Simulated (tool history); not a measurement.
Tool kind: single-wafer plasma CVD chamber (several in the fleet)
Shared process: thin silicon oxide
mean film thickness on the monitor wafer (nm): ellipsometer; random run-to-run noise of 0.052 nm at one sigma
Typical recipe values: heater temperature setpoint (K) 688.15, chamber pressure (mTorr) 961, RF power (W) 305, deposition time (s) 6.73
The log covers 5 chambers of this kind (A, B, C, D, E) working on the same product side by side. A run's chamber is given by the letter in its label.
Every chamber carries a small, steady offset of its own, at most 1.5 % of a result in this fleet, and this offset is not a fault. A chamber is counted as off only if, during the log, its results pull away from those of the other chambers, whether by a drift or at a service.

run	hour	heater temperature setpoint (K)	chamber pressure (mTorr)	RF power (W)	deposition time (s)	hours since the last thermocouple change	hours since the last RF generator calibration	hours since the last manometer calibration	read-back reference wafer on the same gauge, thickness_nm	mean film thickness on the monitor wafer (nm)
# hour 3.5: chamber D: thermocouple changed; heater temperature recalibrated
1A	10.2	688.15	961	305	6.73	777.8	779.8	733.9	11.587	14.319
2C	18.8	688.15	961	305	6.73	881.7	485.5	596.7	11.598	14.334
3B	28.5	688.15	961	305	6.73	667.5	1948	1979.4	11.601	14.41
4D	34.6	688.15	961	305	6.73	31.2	1302.9	1140.8	11.589	14.472
5E	42.5	688.15	961	305	6.73	2063.3	1138	1040.8	11.61	14.134
6E	51.3	688.15	961	305	6.73	2072.1	1146.8	1049.6	11.59	14.158
7D	62.8	688.15	961	260	5.84	59.4	1331.1	1169	11.607	11.764
8A	74.9	688.15	961	260	5.84	842.5	844.5	798.6	11.604	11.587
9B	86.4	688.15	961	260	5.84	725.4	2005.9	2037.3	11.595	11.69
10C	93	688.15	961	260	5.84	955.9	559.7	670.9	11.593	11.606
11A	99.8	688.15	961	260	5.84	867.4	869.4	823.5	11.599	11.537
12C	110.4	688.15	961	305	6.73	973.3	577.1	688.3	11.601	14.414
# hour 117.7: chamber B: capacitance manometer re-zeroed and calibrated
13E	119.5	688.15	961	305	6.73	2140.3	1215	1117.8	11.603	14.228
14D	128.1	688.15	961	305	6.73	124.7	1396.4	1234.3	11.602	14.408
15B	139.2	688.15	961	305	6.73	778.2	2058.7	21.6	11.592	14.371
16D	147.9	688.15	961	305	6.73	144.5	1416.2	1254.1	11.609	14.468
17E	154.3	688.15	961	305	6.73	2175.1	1249.8	1152.6	11.606	14.22
18B	161	688.15	961	305	6.73	800	2080.5	43.4	11.596	14.34
# hour 162.9: chamber E: thermocouple changed; heater temperature recalibrated
# hour 170: chamber C: thermocouple changed; heater temperature recalibrated
19A	173.2	688.15	961	305	6.73	940.8	942.8	896.9	11.599	14.28
# hour 181.6: chamber A: capacitance manometer re-zeroed and calibrated
20C	186.5	688.15	961	305	6.73	16.5	653.2	764.4	11.593	14.358
21B	193	688.15	1156	305	6.73	832	2112.5	75.4	11.595	16.371
22A	201	688.15	1156	305	6.73	968.6	970.6	19.5	11.595	15.761
23C	208.8	688.15	1156	305	6.73	38.8	675.5	786.7	11.598	16.386
24D	217.1	688.15	1156	305	6.73	213.7	1485.4	1323.3	11.606	16.459
25E	228.5	688.15	1156	305	6.73	65.7	1324	1226.8	11.613	16.109
26A	235.6	688.15	961	305	6.73	1003.2	1005.2	54.1	11.603	13.607
27C	247.8	688.15	961	305	6.73	77.8	714.5	825.7	11.601	14.392
28D	256.3	688.15	961	305	6.73	252.9	1524.6	1362.5	11.589	14.47
29E	266	688.15	961	305	6.73	103.2	1361.5	1264.3	11.599	14.191
30B	274.4	688.15	961	305	6.73	913.4	2193.9	156.8	11.608	14.369
31D	280.5	688.15	777	305	7.54	277.1	1548.8	1386.7	11.602	13.447
32E	290.3	688.15	777	305	7.54	127.5	1385.8	1288.6	11.609	13.325
33A	299.1	688.15	777	305	7.54	1066.7	1068.7	117.6	11.608	12.593
34C	306.9	688.15	777	305	7.54	136.9	773.6	884.8	11.594	13.319
35B	318.3	688.15	777	305	7.54	957.3	2237.8	200.7	11.596	13.389
36D	328.1	688.15	961	305	6.73	324.7	1596.4	1434.3	11.597	14.529

What goes on in this fleet: one chamber off, a drifting gauge, or nothing beyond the chambers' own small offsets? Name the chamber and the cause, if any.

A service on chamber A put it out of line with the rest.
Likeliest cause: true pressure below the setpoint (%) = 5.31.

Chamber A could run next with any of the 4 candidate recipes listed below; each alters the usual settings, and their results appear as question marks. Which one brings its results back in line with what the other chambers deliver on the usual settings?
In-line tolerance around the mean of the other chambers on the usual settings: mean film thickness on the monitor wafer (nm) 0.18
37A-1	337.8	688.15	898	305	6.4					?
37A-2	337.8	688.15	961	305	7.08					?
37A-3	337.8	688.15	1019	310	7.04					?
37A-4	337.8	688.15	903	305	6.73					?

Other chambers, usual settings, mean: mean film thickness on the monitor wafer (nm) 14.379
run	mean film thickness on the monitor wafer (nm)
37A-1	12.282
37A-2	14.389
37A-3	15.134
37A-4	12.975
It is 37A-2 that realigns the chamber with its peers.

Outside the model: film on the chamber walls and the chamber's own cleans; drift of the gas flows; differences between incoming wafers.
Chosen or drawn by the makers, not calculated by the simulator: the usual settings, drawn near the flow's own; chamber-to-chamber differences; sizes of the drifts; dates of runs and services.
